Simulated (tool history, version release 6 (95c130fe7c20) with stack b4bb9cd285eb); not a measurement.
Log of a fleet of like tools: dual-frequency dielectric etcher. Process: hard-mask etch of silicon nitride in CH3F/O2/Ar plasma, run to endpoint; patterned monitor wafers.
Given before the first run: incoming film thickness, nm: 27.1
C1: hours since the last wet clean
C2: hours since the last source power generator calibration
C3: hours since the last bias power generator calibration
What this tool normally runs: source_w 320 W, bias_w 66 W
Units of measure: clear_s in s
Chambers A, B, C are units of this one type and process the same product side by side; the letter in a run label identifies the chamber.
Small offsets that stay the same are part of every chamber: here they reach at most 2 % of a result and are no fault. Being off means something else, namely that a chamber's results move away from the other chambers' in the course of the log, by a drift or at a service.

run 1A hour=11 | source_w=320 bias_w=66 | C1=376 C2=218.6 C3=1812.7 | clear_s=44.482
run 2C hour=16.7 | source_w=320 bias_w=66 | C1=49.2 C2=429.6 C3=3867.2 | clear_s=43.529
run 3B hour=29.4 | source_w=320 bias_w=66 | C1=123.9 C2=1393.8 C3=1327.1 | clear_s=44.271
run 4B hour=37.7 | source_w=320 bias_w=66 | C1=132.2 C2=1402.1 C3=1335.4 | clear_s=43.964
run 5C hour=50.5 | source_w=320 bias_w=66 | C1=83 C2=463.4 C3=3901 | clear_s=43.447
run 6A hour=61.3 | source_w=320 bias_w=66 | C1=426.3 C2=268.9 C3=1863 | clear_s=44.78
run 7B hour=70.8 | source_w=320 bias_w=58 | C1=165.3 C2=1435.2 C3=1368.5 | clear_s=46.142
run 8C hour=78.6 | source_w=320 bias_w=58 | C1=111.1 C2=491.5 C3=3929.1 | clear_s=45.299
run 9A hour=85.9 | source_w=320 bias_w=58 | C1=450.9 C2=293.5 C3=1887.6 | clear_s=46.393
run 10B hour=91.9 | source_w=320 bias_w=66 | C1=186.4 C2=1456.3 C3=1389.6 | clear_s=44.132
run 11A hour=104.4 | source_w=320 bias_w=66 | C1=469.4 C2=312 C3=1906.1 | clear_s=44.521
run 12C hour=112 | source_w=320 bias_w=76 | C1=144.5 C2=524.9 C3=3962.5 | clear_s=42.065
run 13C hour=124.4 | source_w=320 bias_w=76 | C1=156.9 C2=537.3 C3=3974.9 | clear_s=41.546
run 14A hour=131.9 | source_w=320 bias_w=76 | C1=496.9 C2=339.5 C3=1933.6 | clear_s=42.345
-- hour=133.9 chamber A: wet clean of the chamber
run 15B hour=144.9 | source_w=260 bias_w=74 | C1=239.4 C2=1509.3 C3=1442.6 | clear_s=46.014
run 16B hour=150.7 | source_w=260 bias_w=74 | C1=245.2 C2=1515.1 C3=1448.4 | clear_s=46.055
run 17A hour=159.6 | source_w=260 bias_w=74 | C1=25.7 C2=367.2 C3=1961.3 | clear_s=46.478
run 18C hour=172.2 | source_w=320 bias_w=66 | C1=204.7 C2=585.1 C3=4022.7 | clear_s=43.841
run 19B hour=178.6 | source_w=320 bias_w=66 | C1=273.1 C2=1543 C3=1476.3 | clear_s=44.398
run 20C hour=188.8 | source_w=320 bias_w=66 | C1=221.3 C2=601.7 C3=4039.3 | clear_s=43.648
run 21A hour=199.5 | source_w=320 bias_w=66 | C1=65.6 C2=407.1 C3=2001.2 | clear_s=44.218
run 22C hour=211.9 | source_w=320 bias_w=66 | C1=244.4 C2=624.8 C3=4062.4 | clear_s=43.962
run 23B hour=222.9 | source_w=320 bias_w=66 | C1=317.4 C2=1587.3 C3=1520.6 | clear_s=43.925
run 24A hour=230 | source_w=320 bias_w=66 | C1=96.1 C2=437.6 C3=2031.7 | clear_s=44.501
run 25C hour=242.1 | source_w=320 bias_w=66 | C1=274.6 C2=655 C3=4092.6 | clear_s=43.694
run 26A hour=254.5 | source_w=280 bias_w=56 | C1=120.6 C2=462.1 C3=2056.2 | clear_s=49.936
run 27B hour=263.3 | source_w=280 bias_w=56 | C1=357.8 C2=1627.7 C3=1561 | clear_s=48.708
run 28B hour=276.2 | source_w=280 bias_w=56 | C1=370.7 C2=1640.6 C3=1573.9 | clear_s=48.976
run 29C hour=285.8 | source_w=320 bias_w=66 | C1=318.3 C2=698.7 C3=4136.3 | clear_s=43.511
run 30A hour=292 | source_w=390 bias_w=66 | C1=158.1 C2=499.6 C3=2093.7 | clear_s=41.631
run 31B hour=300.7 | source_w=390 bias_w=66 | C1=395.2 C2=1665.1 C3=1598.4 | clear_s=40.348
run 32C hour=311.3 | source_w=390 bias_w=66 | C1=343.8 C2=724.2 C3=4161.8 | clear_s=40.37
run 33A hour=323.3 | source_w=320 bias_w=66 | C1=189.4 C2=530.9 C3=2125 | clear_s=44.749
run 34B hour=333.1 | source_w=320 bias_w=66 | C1=427.6 C2=1697.5 C3=1630.8 | clear_s=43.496
run 35A hour=341.8 | source_w=320 bias_w=66 | C1=207.9 C2=549.4 C3=2143.5 | clear_s=44.875
run 36C hour=354.1 | source_w=320 bias_w=66 | C1=386.6 C2=767 C3=4204.6 | clear_s=44.084
run 37A hour=363.3 | source_w=320 bias_w=66 | C1=229.4 C2=570.9 C3=2165 | clear_s=44.569
run 38C hour=371.4 | source_w=320 bias_w=66 | C1=403.9 C2=784.3 C3=4221.9 | clear_s=43.575
run 39B hour=384.3 | source_w=320 bias_w=66 | C1=478.8 C2=1748.7 C3=1682 | clear_s=43.038
run 40A hour=396.2 | source_w=320 bias_w=66 | C1=262.3 C2=603.8 C3=2197.9 | clear_s=44.434
run 41B hour=405 | source_w=320 bias_w=66 | C1=499.5 C2=1769.4 C3=1702.7 | clear_s=42.812
run 42C hour=414.7 | source_w=320 bias_w=66 | C1=447.2 C2=827.6 C3=4265.2 | clear_s=43.455
run 43B hour=421.3 | source_w=290 bias_w=52 | C1=515.8 C2=1785.7 C3=1719 | clear_s=48.331
run 44C hour=432.6 | source_w=290 bias_w=52 | C1=465.1 C2=845.5 C3=4283.1 | clear_s=49.473

All chambers now run identical settings, listed one chamber a line with results as question marks. What results will each chamber show?
run 45A hour=442 | source_w=400 bias_w=66 | clear_s=?
run 45B hour=442 | source_w=400 bias_w=66 | clear_s=?
run 45C hour=442 | source_w=400 bias_w=66 | clear_s=?

run=45A clear_s=41.109
run=45B clear_s=39.324
run=45C clear_s=39.833
